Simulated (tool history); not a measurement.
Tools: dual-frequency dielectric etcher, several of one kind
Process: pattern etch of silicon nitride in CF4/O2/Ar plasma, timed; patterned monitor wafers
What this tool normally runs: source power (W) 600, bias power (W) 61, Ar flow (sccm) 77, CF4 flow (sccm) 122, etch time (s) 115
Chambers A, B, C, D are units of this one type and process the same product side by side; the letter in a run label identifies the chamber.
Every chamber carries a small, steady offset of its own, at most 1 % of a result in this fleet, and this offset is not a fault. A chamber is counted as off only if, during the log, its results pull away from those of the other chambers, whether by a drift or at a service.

run,hour,source power (W),bias power (W),Ar flow (sccm),CF4 flow (sccm),etch time (s),hours since the last wet clean,hours since the last source power generator calibration,hours since the last bias power generator calibration,hours since the last Ar flow controller change,hours since the last CF4 flow controller change,"read-back reference wafer on the same gauge, depth_nm",mean etch depth across the wafer (Å)
1D,10.5,600,61,77,122,115,235.1,702.9,35.6,2016.6,735.3,291.87,2901.9
2C,22.6,600,61,77,122,115,314.9,794.9,1506.1,2236.4,180.8,291.83,2905.2
3A,31.6,600,61,77,122,115,38.7,3114.7,3810.3,2489.9,2479.9,291.92,2860.7
4B,38.9,600,61,77,122,115,289.3,1123.4,1459.9,522.1,680.6,292.05,2889.3
5D,50.6,600,61,77,122,115,275.2,743.0,75.7,2056.7,775.4,291.83,2899.3
6C,62.8,500,61,62,122,115,355.1,835.1,1546.3,2276.6,221.0,292.19,2534.0
7B,70.4,500,61,62,122,115,320.8,1154.9,1491.4,553.6,712.1,292.00,2499.5
8A,82.0,500,61,62,122,115,89.1,3165.1,3860.7,2540.3,2530.3,291.96,2499.5
9C,88.3,500,61,62,122,115,380.6,860.6,1571.8,2302.1,246.5,291.95,2526.1
10B,97.8,600,61,77,122,115,348.2,1182.3,1518.8,581.0,739.5,292.18,2874.0
11A,108.1,600,61,77,122,115,115.2,3191.2,3886.8,2566.4,2556.4,292.09,2888.5
12D,117.2,600,61,77,122,115,341.8,809.6,142.3,2123.3,842.0,292.03,2888.8
13A,123.0,600,61,77,122,115,130.1,3206.1,3901.7,2581.3,2571.3,291.90,2874.1
14C,135.0,600,61,77,122,115,427.3,907.3,1618.5,2348.8,293.2,291.96,2913.6
# hour 136.9: chamber C: wet clean of the chamber
15B,145.8,600,61,77,122,115,396.2,1230.3,1566.8,629.0,787.5,291.95,2880.0
16D,153.1,600,61,77,122,115,377.7,845.5,178.2,2159.2,877.9,291.95,2921.8
17B,166.1,600,61,77,122,115,416.5,1250.6,1587.1,649.3,807.8,292.04,2868.6
18A,172.0,600,61,77,122,115,179.1,3255.1,3950.7,2630.3,2620.3,291.97,2872.9
19D,184.4,600,61,77,122,115,409.0,876.8,209.5,2190.5,909.2,291.94,2890.5
20C,195.0,600,61,77,151,115,58.1,967.3,1678.5,2408.8,353.2,291.74,2900.5
# hour 199.7: chamber B: bias power generator calibrated
21C,202.7,600,61,77,151,115,65.8,975.0,1686.2,2416.5,360.9,291.91,2911.7
22A,208.5,600,61,77,151,115,215.6,3291.6,3987.2,2666.8,2656.8,291.90,2921.0
23D,221.1,600,61,77,151,115,445.7,913.5,246.2,2227.2,945.9,292.11,2945.3
24B,227.7,600,61,77,122,115,478.1,1312.2,28.0,710.9,869.4,292.00,2866.5

What goes on in this fleet: one chamber off, a drifting gauge, or nothing beyond the chambers' own small offsets? Name the chamber and the cause, if any.

A service on chamber C put it out of line with the rest.
What lies behind it: etch rate under this chamber's usual, % = 2.48.

Below are 4 candidate recipes for chamber C's next run, each the usual settings with a change, their results shown as question marks. Which of them brings C's results back in line with what the other chambers give on the usual settings?
In-line tolerance around the mean of the other chambers on the usual settings: mean etch depth across the wafer (Å) 34.0
25C-1,237.0,610,61,77,122,115.0,,,,,,,?
25C-2,237.0,600,61,50,122,115.0,,,,,,,?
25C-3,237.0,590,61,77,122,112.5,,,,,,,?
25C-4,237.0,590,61,77,122,115.0,,,,,,,?

Other chambers, usual settings, mean: mean etch depth across the wafer (Å) 2882.6
run,mean etch depth across the wafer (Å)
25C-1,2878.1
25C-2,2944.1
25C-3,2734.4
25C-4,2795.2
25C-1 brings the chamber back in line.
